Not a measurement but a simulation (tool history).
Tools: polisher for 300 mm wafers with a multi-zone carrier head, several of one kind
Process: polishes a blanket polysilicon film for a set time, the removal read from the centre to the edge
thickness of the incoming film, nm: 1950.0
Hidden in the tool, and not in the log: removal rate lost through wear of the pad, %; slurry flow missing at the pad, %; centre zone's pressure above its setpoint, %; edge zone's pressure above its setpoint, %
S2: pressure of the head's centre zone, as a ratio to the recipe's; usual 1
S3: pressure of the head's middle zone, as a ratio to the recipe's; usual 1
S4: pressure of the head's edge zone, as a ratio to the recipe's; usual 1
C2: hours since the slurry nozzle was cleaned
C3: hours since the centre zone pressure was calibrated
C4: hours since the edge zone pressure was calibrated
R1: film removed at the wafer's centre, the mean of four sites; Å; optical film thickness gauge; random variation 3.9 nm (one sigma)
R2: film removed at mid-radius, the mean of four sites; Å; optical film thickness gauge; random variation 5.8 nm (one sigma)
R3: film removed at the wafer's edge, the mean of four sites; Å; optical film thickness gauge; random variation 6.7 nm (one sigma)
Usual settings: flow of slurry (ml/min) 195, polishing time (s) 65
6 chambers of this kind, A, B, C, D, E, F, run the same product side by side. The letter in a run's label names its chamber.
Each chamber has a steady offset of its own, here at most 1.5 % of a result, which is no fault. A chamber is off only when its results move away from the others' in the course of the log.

{"hour": 7.6, "done": "chamber D: worn pad replaced by a new one"}
{"hour": 8.2, "done": "chamber B: worn pad replaced by a new one"}
{"hour": 10.1, "done": "chamber B: slurry nozzle cleaned"}
{"run": "1E", "hour": 15.1, "flow of slurry (ml/min)": 195, "S2": 1, "S3": 1, "S4": 1, "polishing time (s)": 65, "wafers polished on this pad": 1277, "C2": 35.3, "C3": 88.9, "C4": 948.4, "R1": 5734.2, "R2": 5726.0, "R3": 5608.2}
{"run": "2B", "hour": 23.6, "flow of slurry (ml/min)": 195, "S2": 1, "S3": 1, "S4": 1, "polishing time (s)": 65, "wafers polished on this pad": 167, "C2": 13.6, "C3": 174.3, "C4": 504.1, "R1": 5727.1, "R2": 5775.9, "R3": 5754.0}
{"hour": 26.2, "done": "chamber E: worn pad replaced by a new one"}
{"run": "3A", "hour": 38.2, "flow of slurry (ml/min)": 195, "S2": 1, "S3": 1, "S4": 1, "polishing time (s)": 65, "wafers polished on this pad": 1457, "C2": 151.1, "C3": 820.7, "C4": 151.9, "R1": 5736.8, "R2": 5614.1, "R3": 5713.7}
{"hour": 42.0, "done": "chamber A: worn pad replaced by a new one"}
{"run": "4F", "hour": 51.8, "flow of slurry (ml/min)": 195, "S2": 1, "S3": 1, "S4": 1, "polishing time (s)": 65, "wafers polished on this pad": 1081, "C2": 229.5, "C3": 589.7, "C4": 57.4, "R1": 5798.8, "R2": 5775.9, "R3": 5766.1}
{"hour": 55.7, "done": "chamber E: edge zone pressure recalibrated"}
{"hour": 65.0, "done": "chamber F: worn pad replaced by a new one"}
{"run": "5C", "hour": 66.9, "flow of slurry (ml/min)": 225, "S2": 1, "S3": 1, "S4": 1, "polishing time (s)": 73, "wafers polished on this pad": 1065, "C2": 224.0, "C3": 555.0, "C4": 335.3, "R1": 6688.2, "R2": 6739.3, "R3": 6559.5}
{"run": "6D", "hour": 82.0, "flow of slurry (ml/min)": 225, "S2": 1, "S3": 1, "S4": 1, "polishing time (s)": 73, "wafers polished on this pad": 805, "C2": 220.7, "C3": 695.9, "C4": 609.8, "R1": 6698.1, "R2": 6421.6, "R3": 6620.3}
{"run": "7A", "hour": 90.4, "flow of slurry (ml/min)": 225, "S2": 1, "S3": 1, "S4": 1, "polishing time (s)": 73, "wafers polished on this pad": 524, "C2": 203.3, "C3": 872.9, "C4": 204.1, "R1": 6628.4, "R2": 6595.9, "R3": 6624.7}
{"hour": 91.0, "done": "chamber C: worn pad replaced by a new one"}
{"hour": 95.3, "done": "chamber C: slurry nozzle cleaned"}
{"run": "8F", "hour": 102.6, "flow of slurry (ml/min)": 225, "S2": 1, "S3": 1, "S4": 1, "polishing time (s)": 73, "wafers polished on this pad": 407, "C2": 280.3, "C3": 640.5, "C4": 108.2, "R1": 6710.4, "R2": 6600.7, "R3": 6490.5}
{"hour": 105.2, "done": "chamber B: worn pad replaced by a new one"}
{"run": "9D", "hour": 111.6, "flow of slurry (ml/min)": 225, "S2": 1, "S3": 1, "S4": 1, "polishing time (s)": 73, "wafers polished on this pad": 1125, "C2": 250.3, "C3": 725.5, "C4": 639.4, "R1": 6604.2, "R2": 6539.7, "R3": 6493.3}
{"run": "10C", "hour": 121.4, "flow of slurry (ml/min)": 225, "S2": 1, "S3": 1, "S4": 1, "polishing time (s)": 73, "wafers polished on this pad": 329, "C2": 26.1, "C3": 609.5, "C4": 389.8, "R1": 6628.4, "R2": 6668.7, "R3": 6498.4}
{"hour": 123.2, "done": "chamber B: edge zone pressure recalibrated"}
{"hour": 131.3, "done": "chamber D: worn pad replaced by a new one"}
{"run": "11B", "hour": 133.3, "flow of slurry (ml/min)": 195, "S2": 1, "S3": 1, "S4": 1, "polishing time (s)": 65, "wafers polished on this pad": 304, "C2": 123.3, "C3": 284.0, "C4": 10.1, "R1": 5711.0, "R2": 5748.3, "R3": 5848.0}
{"hour": 141.0, "done": "chamber D: slurry nozzle cleaned"}
{"run": "12E", "hour": 148.8, "flow of slurry (ml/min)": 195, "S2": 1, "S3": 1, "S4": 1, "polishing time (s)": 65, "wafers polished on this pad": 1326, "C2": 169.0, "C3": 222.6, "C4": 93.1, "R1": 5742.3, "R2": 5687.5, "R3": 5722.1}
{"run": "13E", "hour": 157.4, "flow of slurry (ml/min)": 195, "S2": 1, "S3": 1, "S4": 1, "polishing time (s)": 65, "wafers polished on this pad": 1419, "C2": 177.6, "C3": 231.2, "C4": 101.7, "R1": 5773.2, "R2": 5717.4, "R3": 5699.4}
{"hour": 165.2, "done": "chamber E: worn pad replaced by a new one"}
{"hour": 165.5, "done": "chamber F: slurry nozzle cleaned"}
{"run": "14D", "hour": 170.6, "flow of slurry (ml/min)": 195, "S2": 1, "S3": 1, "S4": 1, "polishing time (s)": 65, "wafers polished on this pad": 425, "C2": 29.6, "C3": 784.5, "C4": 698.4, "R1": 5770.4, "R2": 5756.7, "R3": 5689.6}
{"hour": 170.7, "done": "chamber D: edge zone pressure recalibrated"}
{"run": "15B", "hour": 178.6, "flow of slurry (ml/min)": 195, "S2": 1, "S3": 1, "S4": 1, "polishing time (s)": 65, "wafers polished on this pad": 794, "C2": 168.6, "C3": 329.3, "C4": 55.4, "R1": 5752.8, "R2": 5675.7, "R3": 5749.2}
{"hour": 181.7, "done": "chamber A: worn pad replaced by a new one"}
{"run": "16F", "hour": 188.1, "flow of slurry (ml/min)": 150, "S2": 1, "S3": 1, "S4": 1, "polishing time (s)": 65, "wafers polished on this pad": 1332, "C2": 22.7, "C3": 726.0, "C4": 193.7, "R1": 5591.0, "R2": 5578.7, "R3": 5578.8}
{"run": "17A", "hour": 194.9, "flow of slurry (ml/min)": 150, "S2": 1, "S3": 1, "S4": 1, "polishing time (s)": 65, "wafers polished on this pad": 143, "C2": 307.8, "C3": 977.4, "C4": 308.6, "R1": 5483.7, "R2": 5434.0, "R3": 5493.0}
{"hour": 196.9, "done": "chamber B: centre zone pressure recalibrated"}
{"hour": 204.4, "done": "chamber B: worn pad replaced by a new one"}
{"hour": 206.8, "done": "chamber C: worn pad replaced by a new one"}
{"run": "18C", "hour": 207.0, "flow of slurry (ml/min)": 150, "S2": 1, "S3": 1, "S4": 1, "polishing time (s)": 65, "wafers polished on this pad": 2, "C2": 111.7, "C3": 695.1, "C4": 475.4, "R1": 5605.4, "R2": 5574.6, "R3": 5696.1}
{"hour": 210.6, "done": "chamber F: worn pad replaced by a new one"}
{"run": "19B", "hour": 217.0, "flow of slurry (ml/min)": 150, "S2": 1, "S3": 1, "S4": 1, "polishing time (s)": 65, "wafers polished on this pad": 136, "C2": 207.0, "C3": 20.1, "C4": 93.8, "R1": 5445.9, "R2": 5506.3, "R3": 5647.6}
{"run": "20E", "hour": 229.3, "flow of slurry (ml/min)": 150, "S2": 1, "S3": 1, "S4": 1, "polishing time (s)": 65, "wafers polished on this pad": 693, "C2": 249.5, "C3": 303.1, "C4": 173.6, "R1": 5435.6, "R2": 5438.3, "R3": 5513.2}
{"run": "21C", "hour": 243.6, "flow of slurry (ml/min)": 150, "S2": 1, "S3": 1, "S4": 1, "polishing time (s)": 65, "wafers polished on this pad": 398, "C2": 148.3, "C3": 731.7, "C4": 512.0, "R1": 5588.0, "R2": 5695.8, "R3": 5634.5}
{"hour": 250.7, "done": "chamber D: worn pad replaced by a new one"}
{"run": "22A", "hour": 252.4, "flow of slurry (ml/min)": 195, "S2": 1, "S3": 1, "S4": 1, "polishing time (s)": 65, "wafers polished on this pad": 765, "C2": 365.3, "C3": 1034.9, "C4": 366.1, "R1": 5768.8, "R2": 5868.3, "R3": 5764.8}
{"run": "23F", "hour": 259.6, "flow of slurry (ml/min)": 195, "S2": 1, "S3": 1, "S4": 1, "polishing time (s)": 65, "wafers polished on this pad": 530, "C2": 94.2, "C3": 797.5, "C4": 265.2, "R1": 5840.0, "R2": 5883.4, "R3": 5862.1}
{"run": "24D", "hour": 272.3, "flow of slurry (ml/min)": 195, "S2": 1, "S3": 1, "S4": 1, "polishing time (s)": 65, "wafers polished on this pad": 233, "C2": 131.3, "C3": 886.2, "C4": 101.6, "R1": 5853.9, "R2": 5672.2, "R3": 5779.1}
{"run": "25A", "hour": 283.9, "flow of slurry (ml/min)": 195, "S2": 1, "S3": 1, "S4": 1, "polishing time (s)": 65, "wafers polished on this pad": 1106, "C2": 396.8, "C3": 1066.4, "C4": 397.6, "R1": 5779.0, "R2": 5738.4, "R3": 5823.8}
{"run": "26B", "hour": 293.7, "flow of slurry (ml/min)": 195, "S2": 1, "S3": 1, "S4": 1, "polishing time (s)": 65, "wafers polished on this pad": 966, "C2": 283.7, "C3": 96.8, "C4": 170.5, "R1": 5678.5, "R2": 5785.0, "R3": 5813.5}
{"hour": 294.0, "done": "chamber B: worn pad replaced by a new one"}
{"run": "27F", "hour": 303.2, "flow of slurry (ml/min)": 195, "S2": 1, "S3": 1, "S4": 1, "polishing time (s)": 65, "wafers polished on this pad": 1002, "C2": 137.8, "C3": 841.1, "C4": 308.8, "R1": 5823.0, "R2": 5755.1, "R3": 5830.2}
{"hour": 308.3, "done": "chamber C: slurry nozzle cleaned"}
{"hour": 315.1, "done": "chamber E: worn pad replaced by a new one"}
{"run": "28D", "hour": 318.2, "flow of slurry (ml/min)": 195, "S2": 1, "S3": 1, "S4": 1, "polishing time (s)": 85, "wafers polished on this pad": 730, "C2": 177.2, "C3": 932.1, "C4": 147.5, "R1": 7653.2, "R2": 7448.8, "R3": 7610.9}
{"run": "29E", "hour": 332.4, "flow of slurry (ml/min)": 195, "S2": 1, "S3": 1, "S4": 1, "polishing time (s)": 85, "wafers polished on this pad": 187, "C2": 352.6, "C3": 406.2, "C4": 276.7, "R1": 7506.4, "R2": 7498.8, "R3": 7513.0}
{"hour": 333.2, "done": "chamber C: worn pad replaced by a new one"}
{"hour": 333.4, "done": "chamber A: worn pad replaced by a new one"}
{"run": "30C", "hour": 347.2, "flow of slurry (ml/min)": 195, "S2": 1, "S3": 1, "S4": 1, "polishing time (s)": 85, "wafers polished on this pad": 152, "C2": 39.0, "C3": 835.3, "C4": 615.6, "R1": 7992.5, "R2": 7618.7, "R3": 7477.7}
{"hour": 349.4, "done": "chamber F: worn pad replaced by a new one"}
{"hour": 361.8, "done": "chamber D: worn pad replaced by a new one"}
{"run": "31E", "hour": 362.6, "flow of slurry (ml/min)": 195, "S2": 1, "S3": 1, "S4": 1, "polishing time (s)": 85, "wafers polished on this pad": 514, "C2": 382.8, "C3": 436.4, "C4": 306.9, "R1": 7537.1, "R2": 7501.4, "R3": 7523.6}
{"run": "32F", "hour": 372.9, "flow of slurry (ml/min)": 195, "S2": 1, "S3": 1, "S4": 1, "polishing time (s)": 85, "wafers polished on this pad": 254, "C2": 207.5, "C3": 910.8, "C4": 378.5, "R1": 7691.9, "R2": 7566.6, "R3": 7379.4}
{"run": "33C", "hour": 383.8, "flow of slurry (ml/min)": 195, "S2": 1, "S3": 1, "S4": 1, "polishing time (s)": 85, "wafers polished on this pad": 548, "C2": 75.6, "C3": 871.9, "C4": 652.2, "R1": 8055.9, "R2": 7689.4, "R3": 7521.9}
{"hour": 385.1, "done": "chamber F: centre zone pressure recalibrated"}
{"hour": 386.5, "done": "chamber E: slurry nozzle cleaned"}
{"hour": 388.7, "done": "chamber D: centre zone pressure recalibrated"}
{"hour": 392.0, "done": "chamber B: worn pad replaced by a new one"}
{"run": "34D", "hour": 394.8, "flow of slurry (ml/min)": 195, "S2": 1, "S3": 1, "S4": 1, "polishing time (s)": 65, "wafers polished on this pad": 357, "C2": 253.8, "C3": 6.1, "C4": 224.1, "R1": 5832.9, "R2": 5704.5, "R3": 5802.0}
{"run": "35B", "hour": 407.4, "flow of slurry (ml/min)": 195, "S2": 1, "S3": 1, "S4": 1, "polishing time (s)": 65, "wafers polished on this pad": 167, "C2": 397.4, "C3": 210.5, "C4": 284.2, "R1": 5726.9, "R2": 5745.3, "R3": 5734.0}
{"run": "36A", "hour": 422.6, "flow of slurry (ml/min)": 195, "S2": 1, "S3": 1, "S4": 1, "polishing time (s)": 65, "wafers polished on this pad": 965, "C2": 535.5, "C3": 1205.1, "C4": 536.3, "R1": 5720.6, "R2": 5845.9, "R3": 5688.5}
{"hour": 428.3, "done": "chamber A: slurry nozzle cleaned"}
{"hour": 429.6, "done": "chamber A: centre zone pressure recalibrated"}
{"hour": 430.8, "done": "chamber E: worn pad replaced by a new one"}
{"run": "37E", "hour": 433.0, "flow of slurry (ml/min)": 195, "S2": 1, "S3": 1, "S4": 1, "polishing time (s)": 65, "wafers polished on this pad": 23, "C2": 46.5, "C3": 506.8, "C4": 377.3, "R1": 5716.4, "R2": 5864.5, "R3": 5669.6}
{"run": "38F", "hour": 440.0, "flow of slurry (ml/min)": 195, "S2": 1, "S3": 1, "S4": 1, "polishing time (s)": 65, "wafers polished on this pad": 980, "C2": 274.6, "C3": 54.9, "C4": 445.6, "R1": 5809.8, "R2": 5637.2, "R3": 5706.4}
{"run": "39A", "hour": 451.2, "flow of slurry (ml/min)": 195, "S2": 1, "S3": 1, "S4": 1, "polishing time (s)": 65, "wafers polished on this pad": 1274, "C2": 23.0, "C3": 21.7, "C4": 564.9, "R1": 5798.5, "R2": 5688.7, "R3": 5636.3}

Is one chamber off against the others, does the gauge drift, or is nothing wrong? If a chamber is off, say which, and what the likeliest cause is.

Chamber C drifts away from the others.
Cause: centre zone's pressure above its setpoint, % = 8.21.

Here are 4 candidates for chamber C's next run, each the usual settings with a change, their results left as question marks. Which one brings its results back in line with what the others give on the usual settings?
In line means no further than this from the other chambers' mean on the usual settings: R1 130.0 Å; R2 200.0 Å; R3 230.0 Å
{"run": "40C-1", "hour": 462.4, "flow of slurry (ml/min)": 200, "S2": 1.03, "S3": 1, "S4": 0.99, "polishing time (s)": 65, "R1": "?", "R2": "?", "R3": "?"}
{"run": "40C-2", "hour": 462.4, "flow of slurry (ml/min)": 190, "S2": 0.97, "S3": 1, "S4": 1.01, "polishing time (s)": 65, "R1": "?", "R2": "?", "R3": "?"}
{"run": "40C-3", "hour": 462.4, "flow of slurry (ml/min)": 190, "S2": 0.94, "S3": 1, "S4": 1.03, "polishing time (s)": 64, "R1": "?", "R2": "?", "R3": "?"}
{"run": "40C-4", "hour": 462.4, "flow of slurry (ml/min)": 200, "S2": 1.06, "S3": 1, "S4": 0.97, "polishing time (s)": 66, "R1": "?", "R2": "?", "R3": "?"}

The other chambers' mean on the usual settings: R1 5768.0 Å; R2 5737.2 Å; R3 5761.1 Å
run=40C-1 R1=6549.6 R2=5875.6 R3=5757.7
run=40C-2 R1=6090.8 R2=5834.1 R3=5785.8
run=40C-3 R1=5797.9 R2=5745.2 R3=5755.4
run=40C-4 R1=6857.4 R2=5965.1 R3=5785.4
40C-3 brings the chamber back in line.
